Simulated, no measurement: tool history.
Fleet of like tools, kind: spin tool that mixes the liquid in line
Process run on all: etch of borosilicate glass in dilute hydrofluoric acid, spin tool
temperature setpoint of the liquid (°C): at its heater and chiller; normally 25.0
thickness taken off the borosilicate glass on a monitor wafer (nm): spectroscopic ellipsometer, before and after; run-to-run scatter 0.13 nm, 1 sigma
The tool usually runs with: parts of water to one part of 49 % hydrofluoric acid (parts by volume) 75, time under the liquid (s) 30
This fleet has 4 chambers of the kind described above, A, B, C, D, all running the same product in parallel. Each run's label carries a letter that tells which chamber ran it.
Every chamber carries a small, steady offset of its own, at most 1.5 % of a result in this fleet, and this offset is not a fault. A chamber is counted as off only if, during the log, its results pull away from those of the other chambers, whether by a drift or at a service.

run   hour  temperature setpoint of the liquid (°C)  parts of water to one part of 49 % hydrofluoric acid (parts by volume)  time under the liquid (s)  read-back film thickness of the borosilicate glass reference wafer, read on the same gauge (nm)  thickness taken off the borosilicate glass on a monitor wafer (nm)
 1B    8.8                                     25.0                                                                      75                         30                                                                                           69.998                                                             14.2140
 2C   15.3                                     25.0                                                                      75                         30                                                                                           69.975                                                             14.4430
 3A   25.8                                     25.0                                                                      75                         30                                                                                           70.005                                                             14.2910
 4D   35.3                                     25.0                                                                      75                         30                                                                                           69.966                                                             14.4580
 5A   46.5                                     25.0                                                                      75                         15                                                                                           70.002                                                              7.1627
 6C   58.6                                     25.0                                                                      75                         15                                                                                           70.009                                                              7.2938
 7D   70.4                                     25.0                                                                      75                         15                                                                                           69.976                                                              7.1479
 8B   83.6                                     25.0                                                                      75                         15                                                                                           70.002                                                              7.2966
 9A   90.6                                     25.0                                                                      35                         30                                                                                           70.020                                                             33.0060
10C  101.6                                     25.0                                                                      35                         30                                                                                           70.004                                                             32.9920
11B  114.1                                     25.0                                                                      35                         30                                                                                           69.990                                                             32.6980
12D  121.9                                     25.0                                                                      35                         30                                                                                           70.038                                                             33.4930
13D  131.8                                     25.0                                                                      75                         30                                                                                           69.981                                                             14.7930
14A  145.0                                     25.0                                                                      75                         30                                                                                           69.970                                                             14.4610
15B  151.5                                     25.0                                                                      75                         30                                                                                           70.028                                                             14.3400
16C  162.6                                     25.0                                                                      75                         30                                                                                           70.011                                                             14.5880
17D  175.6                                     25.0                                                                      75                         30                                                                                           70.037                                                             14.3640
18A  188.5                                     25.0                                                                      75                         15                                                                                           70.020                                                              7.1874
19C  198.9                                     25.0                                                                      75                         15                                                                                           69.974                                                              7.3280
20B  205.1                                     25.0                                                                      75                         15                                                                                           70.007                                                              7.2794
21A  213.4                                     25.0                                                                      75                         15                                                                                           70.008                                                              7.1381
22B  222.1                                     25.0                                                                      75                         30                                                                                           69.987                                                             14.7050
23C  229.3                                     25.0                                                                      90                         30                                                                                           69.995                                                             12.1980
24D  238.7                                     25.0                                                                      90                         30                                                                                           70.017                                                             11.8240
25B  249.8                                     25.0                                                                      90                         30                                                                                           70.033                                                             11.7050
26D  260.4                                     25.0                                                                      90                         30                                                                                           69.992                                                             11.8630
27C  272.8                                     25.0                                                                      75                         20                                                                                           70.007                                                              9.6870
28A  286.1                                     25.0                                                                      75                         20                                                                                           70.033                                                              9.6250
     292.7  -- chamber A: thermometer replaced
     293.4  -- chamber A: hydrofluoric acid flow meter replaced
29B  297.1                                     25.0                                                                      75                         20                                                                                           70.021                                                              9.6004
30C  302.9                                     25.0                                                                      75                         20                                                                                           69.977                                                              9.5912
31D  310.5                                     23.5                                                                      95                         30                                                                                           70.012                                                             10.4430
32A  321.6                                     23.5                                                                      95                         30                                                                                           69.999                                                             10.5700
33B  332.3                                     23.5                                                                      95                         30                                                                                           69.974                                                             10.5540
34C  339.8                                     23.5                                                                      95                         30                                                                                           69.999                                                             10.4930
35A  347.7                                     25.0                                                                      40                         45                                                                                           69.979                                                             42.4950
36D  355.0                                     25.0                                                                      40                         45                                                                                           70.032                                                             43.6840
37A  361.5                                     25.0                                                                      40                         45                                                                                           70.025                                                             43.1840
38C  368.5                                     25.0                                                                      40                         45                                                                                           69.978                                                             43.1130
39B  374.8                                     25.0                                                                      75                         30                                                                                           70.009                                                             14.3200
40D  382.1                                     25.0                                                                      75                         30                                                                                           70.010                                                             14.5810
41C  388.9                                     23.0                                                                      75                         40                                                                                           69.998                                                             18.0360
42B  400.0                                     23.0                                                                      75                         40                                                                                           69.956                                                             17.5320

For the next run the whole fleet of 4 chambers uses the same settings. Give each chamber's results:
43A  409.5                                     25.0                                                                     100                         30                                                                                                                                                                    ?
43B  409.5                                     25.0                                                                     100                         30                                                                                                                                                                    ?
43C  409.5                                     25.0                                                                     100                         30                                                                                                                                                                    ?
43D  409.5                                     25.0                                                                     100                         30                                                                                                                                                                    ?

run  thickness taken off the borosilicate glass on a monitor wafer (nm)
43A                                                             10.4470
43B                                                             10.4740
43C                                                             10.3120
43D                                                             10.4740
